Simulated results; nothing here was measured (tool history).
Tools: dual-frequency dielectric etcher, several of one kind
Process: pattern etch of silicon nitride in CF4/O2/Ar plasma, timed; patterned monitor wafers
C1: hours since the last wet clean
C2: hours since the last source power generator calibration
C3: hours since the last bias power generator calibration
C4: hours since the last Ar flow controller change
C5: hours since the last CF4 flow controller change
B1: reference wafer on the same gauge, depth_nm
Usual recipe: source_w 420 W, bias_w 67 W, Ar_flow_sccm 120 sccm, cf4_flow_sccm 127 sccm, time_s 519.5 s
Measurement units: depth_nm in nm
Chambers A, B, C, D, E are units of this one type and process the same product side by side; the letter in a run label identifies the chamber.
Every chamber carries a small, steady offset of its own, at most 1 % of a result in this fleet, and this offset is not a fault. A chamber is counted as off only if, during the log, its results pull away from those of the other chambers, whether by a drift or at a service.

At hour 6.9: chamber B: wet clean of the chamber.
Run 1E, hour 12.8: usual settings; C1 123.9; C2 2003.7; C3 1365.1; C4 749.0; C5 229.9; B1 907.09. Result: depth_nm 951.18 nm.
Run 2B, hour 26.2: usual settings; C1 19.3; C2 1284.1; C3 986.3; C4 100.7; C5 1617.0; B1 907.31. Result: depth_nm 960.33 nm.
Run 3C, hour 36.5: usual settings; C1 193.3; C2 2850.5; C3 1005.4; C4 255.8; C5 1750.3; B1 907.63. Result: depth_nm 952.92 nm.
Run 4A, hour 48.5: usual settings; C1 276.9; C2 2554.6; C3 1729.5; C4 204.7; C5 2185.9; B1 907.50. Result: depth_nm 950.09 nm.
Run 5D, hour 63.7: usual settings; C1 149.4; C2 4507.2; C3 3232.7; C4 3302.6; C5 1507.2; B1 907.89. Result: depth_nm 959.80 nm.
Run 6C, hour 71.8: usual settings; C1 228.6; C2 2885.8; C3 1040.7; C4 291.1; C5 1785.6; B1 908.13. Result: depth_nm 950.25 nm.
Run 7A, hour 82.4: usual settings but bias_w 53 W, Ar_flow_sccm 102 sccm; C1 310.8; C2 2588.5; C3 1763.4; C4 238.6; C5 2219.8; B1 908.20. Result: depth_nm 881.41 nm.
Run 8D, hour 90.5: usual settings but bias_w 53 W, Ar_flow_sccm 102 sccm; C1 176.2; C2 4534.0; C3 3259.5; C4 3329.4; C5 1534.0; B1 908.02. Result: depth_nm 892.61 nm.
Run 9B, hour 98.8: usual settings but bias_w 53 W, Ar_flow_sccm 102 sccm; C1 91.9; C2 1356.7; C3 1058.9; C4 173.3; C5 1689.6; B1 908.06. Result: depth_nm 888.01 nm.
Run 10E, hour 105.5: usual settings but bias_w 53 W, Ar_flow_sccm 102 sccm; C1 216.6; C2 2096.4; C3 1457.8; C4 841.7; C5 322.6; B1 907.91. Result: depth_nm 888.10 nm.
Run 11D, hour 113.5: usual settings but bias_w 53 W, Ar_flow_sccm 102 sccm; C1 199.2; C2 4557.0; C3 3282.5; C4 3352.4; C5 1557.0; B1 908.16. Result: depth_nm 893.20 nm.
Run 12C, hour 128.1: usual settings; C1 284.9; C2 2942.1; C3 1097.0; C4 347.4; C5 1841.9; B1 908.48. Result: depth_nm 952.04 nm.
Run 13B, hour 137.1: usual settings; C1 130.2; C2 1395.0; C3 1097.2; C4 211.6; C5 1727.9; B1 908.91. Result: depth_nm 960.30 nm.
At hour 138.0: chamber E: bias power generator calibrated.
Run 14E, hour 146.8: usual settings; C1 257.9; C2 2137.7; C3 8.8; C4 883.0; C5 363.9; B1 908.87. Result: depth_nm 956.03 nm.
Run 15A, hour 154.2: usual settings; C1 382.6; C2 2660.3; C3 1835.2; C4 310.4; C5 2291.6; B1 908.39. Result: depth_nm 946.84 nm.
Run 16E, hour 161.5: usual settings; C1 272.6; C2 2152.4; C3 23.5; C4 897.7; C5 378.6; B1 909.02. Result: depth_nm 955.81 nm.
Run 17D, hour 176.3: usual settings; C1 262.0; C2 4619.8; C3 3345.3; C4 3415.2; C5 1619.8; B1 909.34. Result: depth_nm 963.05 nm.
Run 18B, hour 183.1: usual settings; C1 176.2; C2 1441.0; C3 1143.2; C4 257.6; C5 1773.9; B1 909.56. Result: depth_nm 958.17 nm.
Run 19A, hour 192.3: usual settings; C1 420.7; C2 2698.4; C3 1873.3; C4 348.5; C5 2329.7; B1 909.11. Result: depth_nm 950.11 nm.
At hour 196.0: chamber A: CF4 flow controller replaced.
Run 20C, hour 201.1: usual settings; C1 357.9; C2 3015.1; C3 1170.0; C4 420.4; C5 1914.9; B1 909.36. Result: depth_nm 956.92 nm.
Run 21D, hour 208.6: usual settings; C1 294.3; C2 4652.1; C3 3377.6; C4 3447.5; C5 1652.1; B1 909.40. Result: depth_nm 963.29 nm.
Run 22B, hour 216.3: usual settings; C1 209.4; C2 1474.2; C3 1176.4; C4 290.8; C5 1807.1; B1 909.40. Result: depth_nm 956.94 nm.
Run 23E, hour 227.4: usual settings; C1 338.5; C2 2218.3; C3 89.4; C4 963.6; C5 444.5; B1 909.42. Result: depth_nm 955.10 nm.
Run 24A, hour 242.5: usual settings; C1 470.9; C2 2748.6; C3 1923.5; C4 398.7; C5 46.6; B1 909.89. Result: depth_nm 951.09 nm.
Run 25C, hour 254.1: usual settings; C1 410.9; C2 3068.1; C3 1223.0; C4 473.4; C5 1967.9; B1 909.79. Result: depth_nm 953.28 nm.
Run 26B, hour 261.8: usual settings; C1 254.9; C2 1519.7; C3 1221.9; C4 336.3; C5 1852.6; B1 910.02. Result: depth_nm 961.11 nm.
Run 27A, hour 270.2: usual settings; C1 498.6; C2 2776.3; C3 1951.2; C4 426.4; C5 74.3; B1 910.14. Result: depth_nm 952.26 nm.
Run 28E, hour 284.8: usual settings; C1 395.9; C2 2275.7; C3 146.8; C4 1021.0; C5 501.9; B1 910.08. Result: depth_nm 955.89 nm.
At hour 294.3: chamber E: wet clean of the chamber.
Run 29C, hour 299.7: usual settings; C1 456.5; C2 3113.7; C3 1268.6; C4 519.0; C5 2013.5; B1 910.33. Result: depth_nm 956.43 nm.
Run 30D, hour 312.6: usual settings; C1 398.3; C2 4756.1; C3 3481.6; C4 3551.5; C5 1756.1; B1 910.62. Result: depth_nm 963.13 nm.
Run 31C, hour 326.4: usual settings; C1 483.2; C2 3140.4; C3 1295.3; C4 545.7; C5 2040.2; B1 910.83. Result: depth_nm 956.69 nm.
Run 32A, hour 337.6: usual settings but source_w 510 W, bias_w 53 W; C1 566.0; C2 2843.7; C3 2018.6; C4 493.8; C5 141.7; B1 910.89. Result: depth_nm 1029.80 nm.
Run 33D, hour 348.1: usual settings but source_w 510 W, bias_w 53 W; C1 433.8; C2 4791.6; C3 3517.1; C4 3587.0; C5 1791.6; B1 911.45. Result: depth_nm 1045.10 nm.
Run 34B, hour 359.0: usual settings but source_w 510 W, bias_w 53 W; C1 352.1; C2 1616.9; C3 1319.1; C4 433.5; C5 1949.8; B1 911.37. Result: depth_nm 1038.70 nm.
Run 35E, hour 367.0: usual settings but source_w 510 W, bias_w 53 W; C1 72.7; C2 2357.9; C3 229.0; C4 1103.2; C5 584.1; B1 911.00. Result: depth_nm 1034.60 nm.
At hour 370.4: chamber A: wet clean of the chamber.
Run 36A, hour 375.0: usual settings but source_w 510 W, bias_w 53 W; C1 4.6; C2 2881.1; C3 2056.0; C4 531.2; C5 179.1; B1 911.67. Result: depth_nm 1030.00 nm.
Run 37B, hour 389.3: usual settings; C1 382.4; C2 1647.2; C3 1349.4; C4 463.8; C5 1980.1; B1 911.46. Result: depth_nm 962.70 nm.
Run 38D, hour 404.3: usual settings; C1 490.0; C2 4847.8; C3 3573.3; C4 3643.2; C5 1847.8; B1 911.71. Result: depth_nm 963.66 nm.

Next, every chamber runs the same settings. What will each give?
Run 39A, hour 415.3: usual settings but bias_w 53 W. Result: depth_nm ?.
Run 39B, hour 415.3: usual settings but bias_w 53 W. Result: depth_nm ?.
Run 39C, hour 415.3: usual settings but bias_w 53 W. Result: depth_nm ?.
Run 39D, hour 415.3: usual settings but bias_w 53 W. Result: depth_nm ?.
Run 39E, hour 415.3: usual settings but bias_w 53 W. Result: depth_nm ?.

run  depth_nm
39A    870.96
39B    877.67
39C    871.49
39D    880.50
39E    874.13

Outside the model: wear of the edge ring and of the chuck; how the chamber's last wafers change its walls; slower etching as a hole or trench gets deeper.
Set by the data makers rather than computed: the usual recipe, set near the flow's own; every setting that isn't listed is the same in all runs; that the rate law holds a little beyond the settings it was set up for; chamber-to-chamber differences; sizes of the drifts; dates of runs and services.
